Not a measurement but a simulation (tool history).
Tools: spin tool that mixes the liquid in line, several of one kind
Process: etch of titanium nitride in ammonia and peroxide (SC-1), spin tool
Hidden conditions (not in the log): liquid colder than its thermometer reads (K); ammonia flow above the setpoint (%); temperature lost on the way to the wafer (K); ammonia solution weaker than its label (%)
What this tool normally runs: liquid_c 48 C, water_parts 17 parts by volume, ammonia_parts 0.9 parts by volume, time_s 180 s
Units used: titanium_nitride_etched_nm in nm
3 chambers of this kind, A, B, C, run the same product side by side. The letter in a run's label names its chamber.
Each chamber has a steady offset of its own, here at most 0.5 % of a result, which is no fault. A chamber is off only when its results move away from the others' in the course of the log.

run   hour  liquid_c  water_parts  ammonia_parts  time_s  hours since the thermometer was replaced  hours since the ammonia flow meter was replaced  hours since the heated supply line was repaired  hours since the drum of ammonia solution was connected  read-back film thickness of the titanium nitride reference wafer, read on the same gauge (nm)  titanium_nitride_etched_nm
 1A      5        48           17            0.9     180                                     211.6                                           1720.3                                            929.2                                                   110.2                                                                                         140.01                      4.8772
 2C   10.4        48           17            0.9     180                                     566.1                                            478.8                                           2497.5                                                   344.3                                                                                         139.94                      4.8534
 3B   14.4        48           17            0.9     180                                    1039.5                                            399.2                                           2230.2                                                    16.6                                                                                         140.05                       4.924
 4A   19.2        48           17            0.9     180                                     225.8                                           1734.5                                            943.4                                                   124.4                                                                                         139.98                      4.8203
 5C   24.7        48           17            0.9     180                                     580.4                                            493.1                                           2511.8                                                   358.6                                                                                         140.01                      4.8947
 6B     30        48           17            0.9     180                                    1055.1                                            414.8                                           2245.8                                                    32.2                                                                                            140                      4.9038
 7C   33.7        48           17            0.9     180                                     589.4                                            502.1                                           2520.8                                                   367.6                                                                                         140.02                      4.8354
 8A   36.8        48           17            0.9     180                                     243.4                                           1752.1                                              961                                                     142                                                                                         139.94                       4.856
 9B   39.6        48           17            0.9     180                                    1064.7                                            424.4                                           2255.4                                                    41.8                                                                                         140.03                      4.8872
        41  -- chamber C: heated supply line repaired
10B   44.3        48           17            0.9     180                                    1069.4                                            429.1                                           2260.1                                                    46.5                                                                                         139.98                      4.9068
11C   48.2        48           17            0.9     180                                     603.9                                            516.6                                              7.3                                                   382.1                                                                                         139.97                       4.802
12A   51.9        48           17            0.9     180                                     258.5                                           1767.2                                            976.1                                                   157.1                                                                                            140                       4.891
13C   57.2        48           17            0.9     180                                     612.9                                            525.6                                             16.3                                                   391.1                                                                                         140.04                      4.8853
14A   60.4        48           17            0.9     180                                       267                                           1775.7                                            984.6                                                   165.6                                                                                         139.96                       4.859
        65  -- chamber C: new drum of ammonia solution connected
15B   65.9        48           17           0.55     180                                      1091                                            450.7                                           2281.7                                                    68.1                                                                                         139.98                      4.3727
16C   69.4        48           17           0.55     180                                     625.1                                            537.8                                             28.5                                                     4.4                                                                                         140.04                      4.4562
17B   72.9        48           17           0.55     180                                      1098                                            457.7                                           2288.7                                                    75.1                                                                                         139.98                      4.3414
18A   75.5        48           17            0.9     180                                     282.1                                           1790.8                                            999.7                                                   180.7                                                                                         140.01                      4.8361
19C   78.1        48           17            0.9      80                                     633.8                                            546.5                                             37.2                                                    13.1                                                                                         140.06                      2.1875
20A   81.5        48           17            0.9      80                                     288.1                                           1796.8                                           1005.7                                                   186.7                                                                                         140.02                       2.153
21B   86.3        48           17            0.9      80                                    1111.4                                            471.1                                           2302.1                                                    88.5                                                                                         139.99                      2.1341
22C   91.6        48           17            0.9     180                                     647.3                                              560                                             50.7                                                    26.6                                                                                         139.92                       4.909
23B   97.4        48           17            0.9     180                                    1122.5                                            482.2                                           2313.2                                                    99.6                                                                                         139.95                      4.7456
24A  101.3        48           17            0.9     180                                     307.9                                           1816.6                                           1025.5                                                   206.5                                                                                         140.01                      4.8834
25B  104.6        48           17            0.9     180                                    1129.7                                            489.4                                           2320.4                                                   106.8                                                                                         139.99                       4.781
26A  109.5        48           17            0.9     180                                     316.1                                           1824.8                                           1033.7                                                   214.7                                                                                         139.98                      4.9161
27C  114.1        48           17            0.9     180                                     669.8                                            582.5                                             73.2                                                    49.1                                                                                         140.03                      4.8717
28C  117.6        48           17            0.9     180                                     673.3                                              586                                             76.7                                                    52.6                                                                                         140.01                      4.8994
29B  120.3        48           17            0.9     180                                    1145.4                                            505.1                                           2336.1                                                   122.5                                                                                         140.01                      4.7745
30A  124.2        48           17            0.9     180                                     330.8                                           1839.5                                           1048.4                                                   229.4                                                                                         139.98                      4.9086
31B  129.5        48           17            0.9     180                                    1154.6                                            514.3                                           2345.3                                                   131.7                                                                                         140.02                       4.667
32C  134.7        48           17            0.9     180                                     690.4                                            603.1                                             93.8                                                    69.7                                                                                            140                      4.8643
33A    138        48           17            0.9     180                                     344.6                                           1853.3                                           1062.2                                                   243.2                                                                                         140.02                      4.8299
34C  143.3        48           17            0.9     180                                       699                                            611.7                                            102.4                                                    78.3                                                                                         139.99                      4.9125
35A  146.2        48           17            0.9     180                                     352.8                                           1861.5                                           1070.4                                                   251.4                                                                                         139.99                      4.8785
36B  151.7        48           17            0.9     180                                    1176.8                                            536.5                                           2367.5                                                   153.9                                                                                         140.01                      4.6026
37C  156.8        48           17            0.9     180                                     712.5                                            625.2                                            115.9                                                    91.8                                                                                         139.97                      4.8823
38A  160.4        48           17            0.9     180                                       367                                           1875.7                                           1084.6                                                   265.6                                                                                         139.99                      4.8388
39B  164.6        48           17            0.9     180                                    1189.7                                            549.4                                           2380.4                                                   166.8                                                                                            140                      4.5787
40A  169.2        48           17            0.9     180                                     375.8                                           1884.5                                           1093.4                                                   274.4                                                                                         140.02                      4.8497
41C  173.3        48           17            0.9     180                                       729                                            641.7                                            132.4                                                   108.3                                                                                         140.01                      4.8526
42B  175.8        48           17            0.9     180                                    1200.9                                            560.6                                           2391.6                                                     178                                                                                            140                      4.5449
43B  180.3        48           17            0.9     180                                    1205.4                                            565.1                                           2396.1                                                   182.5                                                                                         140.02                      4.5698
44C  184.7        48           17            0.9     180                                     740.4                                            653.1                                            143.8                                                   119.7                                                                                         140.03                      4.8735

All chambers now run identical settings, listed one chamber a line with results as question marks. What results will each chamber show?
45A  188.9        48           17            0.5     180                                                                                                                                                                                                                                                                                                                              ?
45B  188.9        48           17            0.5     180                                                                                                                                                                                                                                                                                                                              ?
45C  188.9        48           17            0.5     180                                                                                                                                                                                                                                                                                                                              ?

run  titanium_nitride_etched_nm
45A                       4.382
45B                      4.0828
45C                       4.436
